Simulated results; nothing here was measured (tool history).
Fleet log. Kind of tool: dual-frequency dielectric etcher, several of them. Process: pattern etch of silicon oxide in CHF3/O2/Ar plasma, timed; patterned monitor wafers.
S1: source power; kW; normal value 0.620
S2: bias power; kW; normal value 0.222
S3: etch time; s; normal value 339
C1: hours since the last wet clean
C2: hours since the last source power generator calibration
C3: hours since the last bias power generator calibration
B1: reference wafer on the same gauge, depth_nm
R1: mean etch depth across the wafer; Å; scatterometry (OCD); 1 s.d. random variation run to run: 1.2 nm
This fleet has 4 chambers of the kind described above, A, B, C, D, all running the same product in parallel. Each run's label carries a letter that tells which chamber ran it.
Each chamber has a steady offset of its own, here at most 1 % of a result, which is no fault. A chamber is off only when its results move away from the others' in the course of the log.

run 1C hour=4.3 | S1=0.620 S2=0.222 S3=339 | C1=412.5 C2=2674.0 C3=1886.9 | B1=830.00 | R1=7280.7
-- hour=7.7 chamber C: source power generator calibrated
run 2B hour=11.0 | S1=0.620 S2=0.222 S3=339 | C1=276.0 C2=1847.7 C3=1130.3 | B1=830.21 | R1=7262.5
run 3D hour=15.9 | S1=0.620 S2=0.222 S3=339 | C1=402.3 C2=55.1 C3=351.1 | B1=830.24 | R1=7248.6
-- hour=19.8 chamber C: wet clean of the chamber
run 4A hour=22.7 | S1=0.620 S2=0.222 S3=339 | C1=144.9 C2=179.6 C3=1260.3 | B1=830.53 | R1=7300.6
run 5A hour=28.6 | S1=0.620 S2=0.248 S3=339 | C1=150.8 C2=185.5 C3=1266.2 | B1=830.70 | R1=7574.3
run 6C hour=34.5 | S1=0.620 S2=0.248 S3=339 | C1=14.7 C2=26.8 C3=1917.1 | B1=830.69 | R1=7570.2
run 7B hour=41.9 | S1=0.620 S2=0.248 S3=339 | C1=306.9 C2=1878.6 C3=1161.2 | B1=830.72 | R1=7579.5
run 8D hour=47.1 | S1=0.620 S2=0.248 S3=339 | C1=433.5 C2=86.3 C3=382.3 | B1=831.17 | R1=7523.2
run 9D hour=53.6 | S1=0.620 S2=0.222 S3=339 | C1=440.0 C2=92.8 C3=388.8 | B1=831.08 | R1=7256.3
run 10B hour=58.2 | S1=0.620 S2=0.222 S3=339 | C1=323.2 C2=1894.9 C3=1177.5 | B1=831.19 | R1=7296.8
run 11C hour=64.9 | S1=0.620 S2=0.222 S3=339 | C1=45.1 C2=57.2 C3=1947.5 | B1=831.53 | R1=7284.8
run 12A hour=69.1 | S1=0.620 S2=0.222 S3=339 | C1=191.3 C2=226.0 C3=1306.7 | B1=831.50 | R1=7302.2
run 13B hour=76.7 | S1=0.620 S2=0.222 S3=427 | C1=341.7 C2=1913.4 C3=1196.0 | B1=831.84 | R1=9204.8
run 14D hour=80.4 | S1=0.620 S2=0.222 S3=427 | C1=466.8 C2=119.6 C3=415.6 | B1=831.71 | R1=9132.9
run 15C hour=85.5 | S1=0.620 S2=0.222 S3=427 | C1=65.7 C2=77.8 C3=1968.1 | B1=832.04 | R1=9220.6
run 16A hour=89.2 | S1=0.620 S2=0.222 S3=427 | C1=211.4 C2=246.1 C3=1326.8 | B1=831.89 | R1=9194.9
run 17A hour=95.0 | S1=0.620 S2=0.222 S3=339 | C1=217.2 C2=251.9 C3=1332.6 | B1=831.96 | R1=7321.9
run 18B hour=101.0 | S1=0.620 S2=0.222 S3=339 | C1=366.0 C2=1937.7 C3=1220.3 | B1=831.76 | R1=7280.8
run 19D hour=107.2 | S1=0.620 S2=0.222 S3=339 | C1=493.6 C2=146.4 C3=442.4 | B1=832.21 | R1=7235.2
run 20C hour=111.0 | S1=0.620 S2=0.241 S3=339 | C1=91.2 C2=103.3 C3=1993.6 | B1=832.57 | R1=7509.1
run 21C hour=115.8 | S1=0.620 S2=0.241 S3=339 | C1=96.0 C2=108.1 C3=1998.4 | B1=832.49 | R1=7510.4
run 22D hour=121.3 | S1=0.620 S2=0.241 S3=339 | C1=507.7 C2=160.5 C3=456.5 | B1=832.49 | R1=7471.4
run 23B hour=126.3 | S1=0.620 S2=0.241 S3=339 | C1=391.3 C2=1963.0 C3=1245.6 | B1=832.77 | R1=7528.1
run 24A hour=133.9 | S1=0.620 S2=0.222 S3=339 | C1=256.1 C2=290.8 C3=1371.5 | B1=832.84 | R1=7313.9
run 25B hour=139.6 | S1=0.620 S2=0.222 S3=339 | C1=404.6 C2=1976.3 C3=1258.9 | B1=833.06 | R1=7311.8
run 26A hour=145.6 | S1=0.620 S2=0.222 S3=339 | C1=267.8 C2=302.5 C3=1383.2 | B1=833.24 | R1=7293.1
run 27C hour=153.2 | S1=0.620 S2=0.222 S3=339 | C1=133.4 C2=145.5 C3=2035.8 | B1=833.30 | R1=7310.2
run 28D hour=158.4 | S1=0.740 S2=0.170 S3=339 | C1=544.8 C2=197.6 C3=493.6 | B1=833.42 | R1=7138.3
run 29C hour=165.8 | S1=0.740 S2=0.170 S3=339 | C1=146.0 C2=158.1 C3=2048.4 | B1=833.70 | R1=7155.0
run 30B hour=172.5 | S1=0.740 S2=0.170 S3=339 | C1=437.5 C2=2009.2 C3=1291.8 | B1=833.52 | R1=7142.4
-- hour=176.2 chamber D: wet clean of the chamber
run 31A hour=178.8 | S1=0.740 S2=0.170 S3=339 | C1=301.0 C2=335.7 C3=1416.4 | B1=833.51 | R1=7196.4
run 32D hour=186.0 | S1=0.620 S2=0.222 S3=339 | C1=9.9 C2=225.2 C3=521.2 | B1=833.73 | R1=7267.5
run 33D hour=190.3 | S1=0.620 S2=0.222 S3=339 | C1=14.2 C2=229.5 C3=525.5 | B1=834.21 | R1=7279.4
run 34A hour=196.9 | S1=0.620 S2=0.222 S3=339 | C1=319.1 C2=353.8 C3=1434.5 | B1=834.06 | R1=7312.5
run 35B hour=202.3 | S1=0.620 S2=0.222 S3=339 | C1=467.3 C2=2039.0 C3=1321.6 | B1=834.14 | R1=7295.9
run 36C hour=209.5 | S1=0.620 S2=0.222 S3=339 | C1=189.7 C2=201.8 C3=2092.1 | B1=834.64 | R1=7336.1
run 37C hour=216.7 | S1=0.620 S2=0.222 S3=339 | C1=196.9 C2=209.0 C3=2099.3 | B1=834.30 | R1=7315.8
run 38A hour=224.1 | S1=0.620 S2=0.222 S3=339 | C1=346.3 C2=381.0 C3=1461.7 | B1=834.72 | R1=7325.3
run 39B hour=229.3 | S1=0.620 S2=0.222 S3=339 | C1=494.3 C2=2066.0 C3=1348.6 | B1=835.12 | R1=7299.3
run 40D hour=233.5 | S1=0.620 S2=0.222 S3=339 | C1=57.4 C2=272.7 C3=568.7 | B1=835.08 | R1=7284.5
run 41D hour=237.7 | S1=0.620 S2=0.222 S3=339 | C1=61.6 C2=276.9 C3=572.9 | B1=834.71 | R1=7300.0
run 42C hour=244.5 | S1=0.620 S2=0.222 S3=339 | C1=224.7 C2=236.8 C3=2127.1 | B1=835.17 | R1=7319.2
run 43A hour=251.8 | S1=0.620 S2=0.222 S3=339 | C1=374.0 C2=408.7 C3=1489.4 | B1=835.35 | R1=7366.7

Next, every chamber runs the same settings. What will each give?
run 44A hour=257.4 | S1=0.620 S2=0.222 S3=339 | R1=?
run 44B hour=257.4 | S1=0.620 S2=0.222 S3=339 | R1=?
run 44C hour=257.4 | S1=0.620 S2=0.222 S3=339 | R1=?
run 44D hour=257.4 | S1=0.620 S2=0.222 S3=339 | R1=?

run=44A R1=7329.3
run=44B R1=7341.2
run=44C R1=7339.7
run=44D R1=7273.1

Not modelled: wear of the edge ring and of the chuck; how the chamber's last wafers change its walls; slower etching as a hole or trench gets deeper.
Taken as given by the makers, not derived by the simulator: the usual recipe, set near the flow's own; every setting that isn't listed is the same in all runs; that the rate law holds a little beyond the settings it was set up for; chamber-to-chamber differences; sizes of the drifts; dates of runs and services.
